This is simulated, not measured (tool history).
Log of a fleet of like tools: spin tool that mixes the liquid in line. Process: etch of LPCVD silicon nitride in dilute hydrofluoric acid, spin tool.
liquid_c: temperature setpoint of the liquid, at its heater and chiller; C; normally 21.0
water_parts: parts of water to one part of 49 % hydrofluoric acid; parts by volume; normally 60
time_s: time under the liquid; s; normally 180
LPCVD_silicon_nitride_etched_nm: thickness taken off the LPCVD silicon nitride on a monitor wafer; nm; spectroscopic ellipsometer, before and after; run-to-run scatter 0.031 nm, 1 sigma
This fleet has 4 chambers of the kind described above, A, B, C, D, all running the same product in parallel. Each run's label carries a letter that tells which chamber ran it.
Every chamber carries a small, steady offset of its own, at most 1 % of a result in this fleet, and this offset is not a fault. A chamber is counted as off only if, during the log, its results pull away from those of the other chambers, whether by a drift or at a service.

run   hour  liquid_c  water_parts  time_s  read-back film thickness of the LPCVD silicon nitride reference wafer, read on the same gauge (nm)  LPCVD_silicon_nitride_etched_nm
 1D    6.6      21.0           60     180                                                                                              70.022                           1.3208
 2C   12.6      21.0           60     180                                                                                              69.959                           1.2940
      13.6  -- chamber B: thermometer replaced
 3A   16.5      21.0           60     180                                                                                              70.025                           1.3093
 4B   19.4      21.0           60     180                                                                                              70.004                           1.2968
 5B   23.6      21.0           60     180                                                                                              69.991                           1.3186
 6D   29.3      21.0           60     180                                                                                              70.016                           1.2958
 7A   35.2      21.0           60     180                                                                                              70.061                           1.2670
 8C   40.8      21.0           60     180                                                                                              69.952                           1.3188
 9A   44.8      21.0           60     180                                                                                              69.996                           1.2852
10B   51.0      21.0           60     180                                                                                              69.946                           1.2496
11D   54.0      21.0           60     180                                                                                              70.003                           1.3109
12C   58.7      21.0           60     180                                                                                              69.998                           1.3481
13C   63.2      21.0           60     180                                                                                              69.987                           1.3021
14D   66.4      21.0           60     180                                                                                              70.019                           1.3182
15B   72.7      21.0           60     180                                                                                              70.031                           1.3228
16A   76.9      21.0           70     250                                                                                              70.009                           1.5193
17A   83.2      21.0           70     250                                                                                              69.976                           1.6140
18C   87.7      21.0           70     250                                                                                              69.959                           1.4900
19B   93.3      21.0           70     250                                                                                              70.013                           1.5855
20D   97.8      21.0           60     180                                                                                              69.984                           1.3341
21A  101.6      23.5           35     180                                                                                              69.986                           2.5385
22D  108.0      23.5           35     180                                                                                              69.959                           2.7296
23C  114.3      23.5           35     180                                                                                              69.982                           2.7399
24B  118.4      23.5           35     180                                                                                              70.022                           2.6116
25C  121.9      21.0           60     180                                                                                              70.009                           1.2850
26A  125.4      21.0           60     180                                                                                              69.985                           1.2910
27B  131.3      25.5           60     130                                                                                              70.027                           1.2852
28D  137.1      25.5           60     130                                                                                              70.006                           1.2787
29B  141.2      25.5           60     130                                                                                              70.030                           1.1897
30C  147.2      25.5           60     130                                                                                              70.018                           1.2840
31A  150.1      21.0           60     180                                                                                              69.931                           1.2779
32D  156.6      21.0           60     180                                                                                              69.992                           1.2700
33A  161.9      21.0           60     180                                                                                              70.022                           1.3034
34C  168.0      21.0           60     180                                                                                              69.982                           1.3830
35D  172.9      21.0           60     180                                                                                              69.995                           1.3523
36B  178.4      21.0           60     180                                                                                              69.997                           1.2479
37B  182.9      21.0           60     180                                                                                              69.998                           1.2906
38C  186.5      21.0           60     270                                                                                              69.937                           1.9289
39A  190.4      21.0           60     270                                                                                              69.936                           1.9065
40D  195.4      21.0           60     270                                                                                              70.021                           1.9968
41D  200.0      21.0           60     270                                                                                              70.005                           1.8696
42A  205.7      21.0           40     225                                                                                              69.997                           2.4360
43B  209.3      21.0           40     225                                                                                              70.008                           2.4568

What goes on in this fleet: one chamber off, a drifting gauge, or nothing beyond the chambers' own small offsets? Name the chamber and the cause, if any.

No chamber stands off beyond its own small offset, and the gauge holds steady.
